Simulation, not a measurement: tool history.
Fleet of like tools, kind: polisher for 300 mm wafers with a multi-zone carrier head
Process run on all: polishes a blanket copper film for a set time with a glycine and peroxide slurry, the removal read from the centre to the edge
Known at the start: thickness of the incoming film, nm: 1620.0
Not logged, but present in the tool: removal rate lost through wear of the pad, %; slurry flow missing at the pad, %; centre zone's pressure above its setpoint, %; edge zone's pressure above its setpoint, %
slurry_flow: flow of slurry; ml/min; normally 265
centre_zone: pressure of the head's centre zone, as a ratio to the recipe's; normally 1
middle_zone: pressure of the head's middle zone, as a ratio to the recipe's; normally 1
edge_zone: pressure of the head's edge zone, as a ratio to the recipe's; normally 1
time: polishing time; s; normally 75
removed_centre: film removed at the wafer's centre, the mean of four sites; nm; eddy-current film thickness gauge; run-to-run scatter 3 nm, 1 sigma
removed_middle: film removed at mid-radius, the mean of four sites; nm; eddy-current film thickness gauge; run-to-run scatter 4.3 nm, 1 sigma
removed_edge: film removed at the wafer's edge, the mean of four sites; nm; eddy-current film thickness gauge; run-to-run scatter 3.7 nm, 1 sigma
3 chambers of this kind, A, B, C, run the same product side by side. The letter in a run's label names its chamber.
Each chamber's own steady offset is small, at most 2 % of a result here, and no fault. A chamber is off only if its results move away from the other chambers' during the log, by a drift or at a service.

| run | day | slurry_flow | centre_zone | middle_zone | edge_zone | time | wafers polished on this pad | hours since the slurry nozzle was cleaned | hours since the centre zone pressure was calibrated | hours since the edge zone pressure was calibrated | removed_centre | removed_middle | removed_edge |
|---|---|---|---|---|---|---|---|---|---|---|---|---|---|
| 1C | 0.238 | 265 | 1 | 1 | 1 | 75 | 379 | 679.6 | 413.0 | 562.9 | 327.23 | 331.04 | 330.59 |
| 2A | 0.454 | 265 | 1 | 1 | 1 | 75 | 1043 | 31.2 | 192.5 | 106.2 | 330.11 | 326.82 | 323.24 |
| 3B | 0.671 | 265 | 1 | 1 | 1 | 75 | 298 | 99.0 | 437.7 | 388.8 | 326.55 | 327.17 | 334.30 |
| 4C | 1.033 | 265 | 1 | 1 | 1 | 75 | 640 | 698.7 | 432.1 | 582.0 | 329.40 | 333.58 | 327.02 |
| 5B | 1.200 | 265 | 1 | 1 | 1 | 75 | 472 | 111.7 | 450.4 | 401.5 | 333.10 | 333.43 | 328.02 |
|  | 1.354 | chamber A: worn pad replaced by a new one |
|  | 1.400 | chamber C: worn pad replaced by a new one |
| 6A | 1.571 | 265 | 1 | 1 | 1 | 75 | 71 | 58.0 | 219.3 | 133.0 | 325.21 | 329.78 | 322.73 |
| 7B | 1.900 | 265 | 1 | 1 | 1 | 75 | 703 | 128.5 | 467.2 | 418.3 | 331.98 | 333.67 | 328.28 |
| 8A | 2.183 | 265 | 1 | 1 | 1 | 75 | 273 | 72.7 | 234.0 | 147.7 | 330.21 | 336.11 | 325.23 |
| 9C | 2.383 | 265 | 1 | 1 | 1 | 75 | 323 | 731.1 | 464.5 | 614.4 | 331.00 | 330.00 | 330.45 |
| 10A | 2.608 | 265 | 1 | 1 | 1 | 75 | 413 | 82.9 | 244.2 | 157.9 | 327.42 | 341.49 | 329.71 |
|  | 2.675 | chamber B: worn pad replaced by a new one |
| 11B | 2.775 | 265 | 1 | 1 | 1 | 75 | 32 | 149.5 | 488.2 | 439.3 | 324.19 | 319.78 | 325.15 |
| 12C | 3.104 | 265 | 1 | 1 | 1 | 75 | 560 | 748.4 | 481.8 | 631.7 | 327.48 | 332.31 | 333.75 |
| 13B | 3.404 | 265 | 1 | 1 | 1 | 75 | 239 | 164.6 | 503.3 | 454.4 | 323.81 | 331.93 | 330.48 |
| 14A | 3.571 | 265 | 1 | 1 | 1 | 75 | 729 | 106.0 | 267.3 | 181.0 | 324.83 | 330.20 | 324.06 |
| 15C | 3.812 | 265 | 1 | 1 | 1 | 75 | 793 | 765.4 | 498.8 | 648.7 | 331.53 | 325.14 | 331.92 |
|  | 3.821 | chamber C: worn pad replaced by a new one |
| 16C | 4.142 | 265 | 1 | 1 | 1 | 75 | 106 | 773.3 | 506.7 | 656.6 | 327.90 | 324.53 | 324.91 |
| 17B | 4.425 | 265 | 1 | 1 | 1 | 75 | 575 | 189.1 | 527.8 | 478.9 | 322.94 | 328.75 | 327.64 |
| 18A | 4.704 | 265 | 1 | 1 | 1 | 75 | 1102 | 133.2 | 294.5 | 208.2 | 327.15 | 327.19 | 320.90 |
| 19C | 4.875 | 265 | 1 | 1 | 1 | 89 | 347 | 790.9 | 524.3 | 674.2 | 390.67 | 398.16 | 384.50 |
| 20A | 5.075 | 265 | 1 | 1 | 1 | 89 | 1224 | 142.1 | 303.4 | 217.1 | 387.41 | 392.58 | 379.52 |
|  | 5.204 | chamber A: worn pad replaced by a new one |
| 21B | 5.329 | 265 | 1 | 1 | 1 | 89 | 873 | 210.8 | 549.5 | 500.6 | 371.48 | 380.45 | 378.92 |
| 22A | 5.533 | 265 | 1 | 1 | 1 | 75 | 108 | 153.1 | 314.4 | 228.1 | 323.83 | 325.48 | 329.12 |
| 23B | 5.788 | 265 | 1 | 1 | 1 | 75 | 1024 | 221.8 | 560.5 | 511.6 | 311.18 | 311.11 | 317.37 |
| 24C | 6.071 | 265 | 1 | 1 | 1 | 75 | 741 | 819.6 | 553.0 | 702.9 | 322.03 | 327.99 | 329.38 |
|  | 6.212 | chamber B: worn pad replaced by a new one |
| 25B | 6.308 | 265 | 1 | 1 | 1 | 75 | 32 | 234.3 | 573.0 | 524.1 | 310.39 | 306.74 | 316.64 |

Each of the 3 chambers runs these same settings next. Fill in every chamber's results:
| 26A | 6.579 | 265 | 1 | 1 | 1 | 75 |  |  |  |  | ? | ? | ? |
| 26B | 6.579 | 265 | 1 | 1 | 1 | 75 |  |  |  |  | ? | ? | ? |
| 26C | 6.579 | 265 | 1 | 1 | 1 | 75 |  |  |  |  | ? | ? | ? |

| run | removed_centre | removed_middle | removed_edge |
|---|---|---|---|
| 26A | 328.29 | 327.06 | 321.90 |
| 26B | 302.35 | 307.33 | 315.26 |
| 26C | 331.31 | 329.25 | 323.48 |

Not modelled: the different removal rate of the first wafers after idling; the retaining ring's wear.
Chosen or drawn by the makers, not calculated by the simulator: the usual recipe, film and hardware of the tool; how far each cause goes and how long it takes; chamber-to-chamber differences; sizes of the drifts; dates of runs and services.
